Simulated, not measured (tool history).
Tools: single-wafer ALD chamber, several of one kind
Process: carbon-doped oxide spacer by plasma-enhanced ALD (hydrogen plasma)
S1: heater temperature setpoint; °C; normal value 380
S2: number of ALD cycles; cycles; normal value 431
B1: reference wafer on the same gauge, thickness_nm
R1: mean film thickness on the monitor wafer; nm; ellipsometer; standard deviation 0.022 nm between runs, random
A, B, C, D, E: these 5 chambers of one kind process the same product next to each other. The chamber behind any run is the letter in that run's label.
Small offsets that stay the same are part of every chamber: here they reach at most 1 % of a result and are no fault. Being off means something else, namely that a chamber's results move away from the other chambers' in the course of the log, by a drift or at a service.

Run 1C, day 0.167: usual settings; B1 21.304. Result: R1 21.755 nm.
Run 2E, day 0.338: usual settings; B1 21.304. Result: R1 21.464 nm.
Run 3B, day 0.529: usual settings; B1 21.307. Result: R1 21.404 nm.
Run 4A, day 0.675: usual settings; B1 21.308. Result: R1 21.509 nm.
Run 5D, day 0.879: usual settings; B1 21.313. Result: R1 21.643 nm.
Run 6A, day 1.033: usual settings; B1 21.311. Result: R1 21.494 nm.
Run 7D, day 1.288: usual settings; B1 21.315. Result: R1 21.645 nm.
Run 8E, day 1.467: usual settings; B1 21.32. Result: R1 21.45 nm.
Run 9B, day 1.608: usual settings; B1 21.325. Result: R1 21.449 nm.
Run 10C, day 1.875: usual settings; B1 21.324. Result: R1 21.771 nm.
Run 11E, day 2.121: usual settings; B1 21.33. Result: R1 21.494 nm.
Run 12D, day 2.329: usual settings; B1 21.328. Result: R1 21.656 nm.
Run 13C, day 2.504: usual settings but S1 375 °C; B1 21.334. Result: R1 21.809 nm.
Run 14A, day 2.754: usual settings but S1 375 °C; B1 21.336. Result: R1 21.521 nm.
Run 15B, day 3.025: usual settings but S1 375 °C; B1 21.339. Result: R1 21.481 nm.
Run 16E, day 3.3: usual settings but S1 375 °C; B1 21.341. Result: R1 21.471 nm.
Run 17A, day 3.567: usual settings but S1 375 °C; B1 21.336. Result: R1 21.556 nm.
Run 18B, day 3.771: usual settings; B1 21.345. Result: R1 21.523 nm.
Run 19C, day 4.054: usual settings; B1 21.349. Result: R1 21.832 nm.
Run 20D, day 4.258: usual settings but S2 492 cycles; B1 21.35. Result: R1 24.721 nm.
Run 21C, day 4.404: usual settings but S2 492 cycles; B1 21.357. Result: R1 24.907 nm.
Run 22A, day 4.612: usual settings but S2 492 cycles; B1 21.359. Result: R1 24.619 nm.
Run 23B, day 4.758: usual settings but S2 492 cycles; B1 21.359. Result: R1 24.538 nm.
Run 24E, day 4.971: usual settings but S2 492 cycles; B1 21.367. Result: R1 24.588 nm.
Run 25D, day 5.246: usual settings; B1 21.365. Result: R1 21.717 nm.
Run 26A, day 5.512: usual settings but S1 386 °C, S2 383 cycles; B1 21.364. Result: R1 19.192 nm.
Run 27B, day 5.771: usual settings but S1 386 °C, S2 383 cycles; B1 21.371. Result: R1 19.107 nm.
Run 28E, day 5.954: usual settings but S1 386 °C, S2 383 cycles; B1 21.373. Result: R1 19.113 nm.
Run 29C, day 6.154: usual settings but S1 386 °C, S2 383 cycles; B1 21.378. Result: R1 19.407 nm.
Run 30D, day 6.417: usual settings but S1 386 °C, S2 383 cycles; B1 21.38. Result: R1 19.298 nm.
Run 31B, day 6.575: usual settings but S1 374 °C, S2 399 cycles; B1 21.378. Result: R1 19.934 nm.
Run 32D, day 6.775: usual settings but S1 374 °C, S2 399 cycles; B1 21.385. Result: R1 20.083 nm.

Which is it: a chamber that has drifted or been left off by a service, a gauge drift common to all chambers, or only each chamber's usual small offset? If a chamber is off, name it and its likeliest cause.

None of the chambers is off. What moves is the gauge, dragging all their readings along together.
What lies behind it: gauge reads high (%) = 0.413.
